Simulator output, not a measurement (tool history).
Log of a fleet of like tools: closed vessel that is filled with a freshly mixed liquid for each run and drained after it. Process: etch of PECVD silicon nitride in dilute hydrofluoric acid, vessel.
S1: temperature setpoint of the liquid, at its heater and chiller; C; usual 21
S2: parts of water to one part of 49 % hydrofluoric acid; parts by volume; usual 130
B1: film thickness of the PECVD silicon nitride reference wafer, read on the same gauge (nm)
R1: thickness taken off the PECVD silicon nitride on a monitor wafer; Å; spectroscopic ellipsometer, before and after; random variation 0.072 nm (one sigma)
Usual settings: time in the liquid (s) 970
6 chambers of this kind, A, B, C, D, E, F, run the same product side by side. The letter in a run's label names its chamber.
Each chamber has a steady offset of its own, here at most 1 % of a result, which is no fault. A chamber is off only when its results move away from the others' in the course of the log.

Run 1A, hour 4.9: usual settings; B1 59.965. Result: R1 181.78 Å.
Run 2E, hour 9.1: usual settings; B1 60.035. Result: R1 180.70 Å.
Run 3C, hour 13.3: usual settings; B1 60.007. Result: R1 180.15 Å.
Run 4B, hour 17.7: usual settings; B1 59.970. Result: R1 180.01 Å.
Run 5F, hour 22.1: usual settings; B1 59.964. Result: R1 182.82 Å.
Run 6D, hour 25.7: usual settings; B1 59.993. Result: R1 180.54 Å.
Run 7E, hour 31.7: usual settings; B1 59.988. Result: R1 179.80 Å.
Run 8F, hour 36.9: usual settings; B1 59.983. Result: R1 181.43 Å.
Run 9B, hour 41.2: usual settings; B1 60.033. Result: R1 181.11 Å.
Run 10A, hour 47.2: usual settings; B1 59.995. Result: R1 181.41 Å.
Run 11D, hour 53.1: usual settings; B1 59.965. Result: R1 179.40 Å.
Run 12C, hour 58.3: usual settings; B1 59.983. Result: R1 179.66 Å.
Run 13A, hour 64.8: usual settings; B1 59.969. Result: R1 181.00 Å.
Run 14F, hour 71.4: usual settings; B1 60.005. Result: R1 182.61 Å.
Run 15E, hour 75.9: usual settings; B1 60.029. Result: R1 180.87 Å.
Run 16B, hour 80.9: usual settings; B1 60.035. Result: R1 180.16 Å.
Run 17D, hour 84.5: usual settings but S2 95 parts by volume, time in the liquid (s) 560; B1 60.013. Result: R1 141.64 Å.
Run 18C, hour 89.8: usual settings but S2 95 parts by volume, time in the liquid (s) 560; B1 59.956. Result: R1 142.69 Å.
Run 19F, hour 93.0: usual settings but S2 95 parts by volume, time in the liquid (s) 560; B1 60.028. Result: R1 143.11 Å.
Run 20A, hour 99.5: usual settings but S2 95 parts by volume, time in the liquid (s) 560; B1 59.968. Result: R1 142.77 Å.
Run 21C, hour 102.9: usual settings but S2 95 parts by volume, time in the liquid (s) 560; B1 59.991. Result: R1 143.40 Å.
Run 22B, hour 107.1: usual settings but S2 95 parts by volume, time in the liquid (s) 560; B1 59.971. Result: R1 141.95 Å.
Run 23D, hour 110.1: usual settings; B1 60.012. Result: R1 179.55 Å.
Run 24E, hour 113.9: usual settings; B1 59.993. Result: R1 179.89 Å.
Run 25C, hour 117.1: usual settings; B1 60.005. Result: R1 182.83 Å.
Run 26D, hour 123.0: usual settings; B1 60.024. Result: R1 180.81 Å.
Run 27E, hour 129.0: usual settings; B1 59.987. Result: R1 180.63 Å.
Run 28F, hour 132.7: usual settings; B1 60.026. Result: R1 182.12 Å.
Run 29B, hour 136.5: usual settings; B1 60.008. Result: R1 179.16 Å.
Run 30A, hour 139.7: usual settings; B1 59.969. Result: R1 182.00 Å.
At hour 143.1: chamber E: thermometer replaced.
Run 31B, hour 143.8: usual settings; B1 59.992. Result: R1 178.53 Å.
Run 32C, hour 148.2: usual settings but S1 26 C, time in the liquid (s) 410; B1 60.004. Result: R1 109.52 Å.
Run 33A, hour 154.3: usual settings but S1 26 C, time in the liquid (s) 410; B1 59.973. Result: R1 107.46 Å.
Run 34E, hour 158.6: usual settings but S1 26 C, time in the liquid (s) 410; B1 59.982. Result: R1 105.14 Å.
Run 35D, hour 163.7: usual settings but S1 26 C, time in the liquid (s) 410; B1 59.989. Result: R1 105.40 Å.
Run 36F, hour 169.7: usual settings but S1 26 C, time in the liquid (s) 410; B1 60.009. Result: R1 106.89 Å.
Run 37C, hour 173.3: usual settings but S1 26 C, time in the liquid (s) 410; B1 59.974. Result: R1 110.36 Å.
Run 38A, hour 180.1: usual settings; B1 59.965. Result: R1 180.38 Å.

Is one chamber off against the others, does the gauge drift, or is nothing wrong? If a chamber is off, say which, and what the likeliest cause is.

Chamber C drifts away from the others.
Cause: liquid hotter than its thermometer reads (K) = 0.609.
The log may not tell that from: hydrofluoric acid flow above the setpoint (%).

Here are 4 candidates for chamber C's next run, each the usual settings with a change, their results left as question marks. Which one brings its results back in line with what the others give on the usual settings?
In line means no further than this from the other chambers' mean on the usual settings: R1 2.50 Å
Run 39C-1, hour 184.9: usual settings but time in the liquid (s) 980. Result: R1 ?.
Run 39C-2, hour 184.9: usual settings but time in the liquid (s) 1005. Result: R1 ?.
Run 39C-3, hour 184.9: usual settings but S2 135 parts by volume. Result: R1 ?.
Run 39C-4, hour 184.9: usual settings but time in the liquid (s) 960. Result: R1 ?.

The other chambers' mean on the usual settings: R1 180.85 Å
  run      R1
39C-1  189.95
39C-2  194.79
39C-3  181.26
39C-4  186.07
39C-3 brings the chamber back in line.
